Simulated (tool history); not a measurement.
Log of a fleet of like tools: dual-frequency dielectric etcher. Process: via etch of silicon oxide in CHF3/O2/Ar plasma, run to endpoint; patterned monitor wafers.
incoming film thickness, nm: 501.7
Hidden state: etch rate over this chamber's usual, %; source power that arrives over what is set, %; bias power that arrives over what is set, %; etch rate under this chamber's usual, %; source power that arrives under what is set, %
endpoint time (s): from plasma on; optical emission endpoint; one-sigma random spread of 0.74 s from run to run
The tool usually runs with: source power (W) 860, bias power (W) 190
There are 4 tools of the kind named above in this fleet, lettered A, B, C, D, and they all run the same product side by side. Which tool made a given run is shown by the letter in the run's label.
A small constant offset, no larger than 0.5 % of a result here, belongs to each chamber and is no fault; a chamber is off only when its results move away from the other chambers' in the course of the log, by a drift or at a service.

run,day,source power (W),bias power (W),hours since the last wet clean,hours since the last source power generator calibration,hours since the last bias power generator calibration,endpoint time (s)
1D,0.104,860,190,312.6,585.9,802.8,216.10
2A,0.275,860,190,348.9,3030.9,4550.0,217.65
3B,0.458,860,190,376.1,306.4,259.1,216.85
4C,0.654,860,190,34.5,1569.2,1521.3,216.47
5B,0.808,860,190,384.5,314.8,267.5,217.61
6A,0.925,710,215,364.5,3046.5,4565.6,225.02
7D,1.112,710,215,336.8,610.1,827.0,222.80
8C,1.267,710,215,49.2,1583.9,1536.0,224.88
9A,1.375,710,215,375.3,3057.3,4576.4,224.63
10D,1.475,860,190,345.5,618.8,835.7,215.62
11B,1.625,1080,167,404.1,334.4,287.1,208.91
12C,1.817,1080,167,62.4,1597.1,1549.2,207.00
13D,1.996,1080,167,358.0,631.3,848.2,206.81
14A,2.167,1080,167,394.3,3076.3,4595.4,207.10
15B,2.304,860,190,420.4,350.7,303.4,219.59
16C,2.417,860,190,76.8,1611.5,1563.6,216.33
17D,2.588,860,190,372.2,645.5,862.4,216.26
18A,2.704,860,190,407.2,3089.2,4608.3,217.25
19B,2.888,860,190,434.4,364.7,317.4,219.48
20C,3.046,860,190,91.9,1626.6,1578.7,216.43
21A,3.233,860,190,419.9,3101.9,4621.0,218.76
22D,3.392,1020,215,391.5,664.8,881.7,195.51
23B,3.483,1020,215,448.7,379.0,331.7,199.84
24C,3.629,1020,215,105.9,1640.6,1592.7,195.06
25A,3.762,1020,215,432.6,3114.6,4633.7,194.09

Does one chamber stand apart from the rest, does the shared gauge drift, or is all well apart from small per-chamber offsets? Give the chamber and the most likely cause, where there is one.

Little by little, chamber B moves away from the other chambers.
What lies behind it: etch rate under this chamber's usual, % = 2.24.
Not necessarily distinguishable in this log from: source power that arrives under what is set, %.

Chamber B could run next with any of the 4 candidate recipes listed below; each alters the usual settings, and their results appear as question marks. Which one brings its results back in line with what the other chambers deliver on the usual settings?
In-line tolerance around the mean of the other chambers on the usual settings: endpoint time (s) 2.60
26B-1,3.912,910,190,,,,?
26B-2,3.912,860,176,,,,?
26B-3,3.912,760,190,,,,?
26B-4,3.912,920,201,,,,?

The mean the other chambers reach with the usual settings: endpoint time (s) 217.11
run,endpoint time (s)
26B-1,217.23
26B-2,227.64
26B-3,232.70
26B-4,212.32
It is 26B-1 that realigns the chamber with its peers.

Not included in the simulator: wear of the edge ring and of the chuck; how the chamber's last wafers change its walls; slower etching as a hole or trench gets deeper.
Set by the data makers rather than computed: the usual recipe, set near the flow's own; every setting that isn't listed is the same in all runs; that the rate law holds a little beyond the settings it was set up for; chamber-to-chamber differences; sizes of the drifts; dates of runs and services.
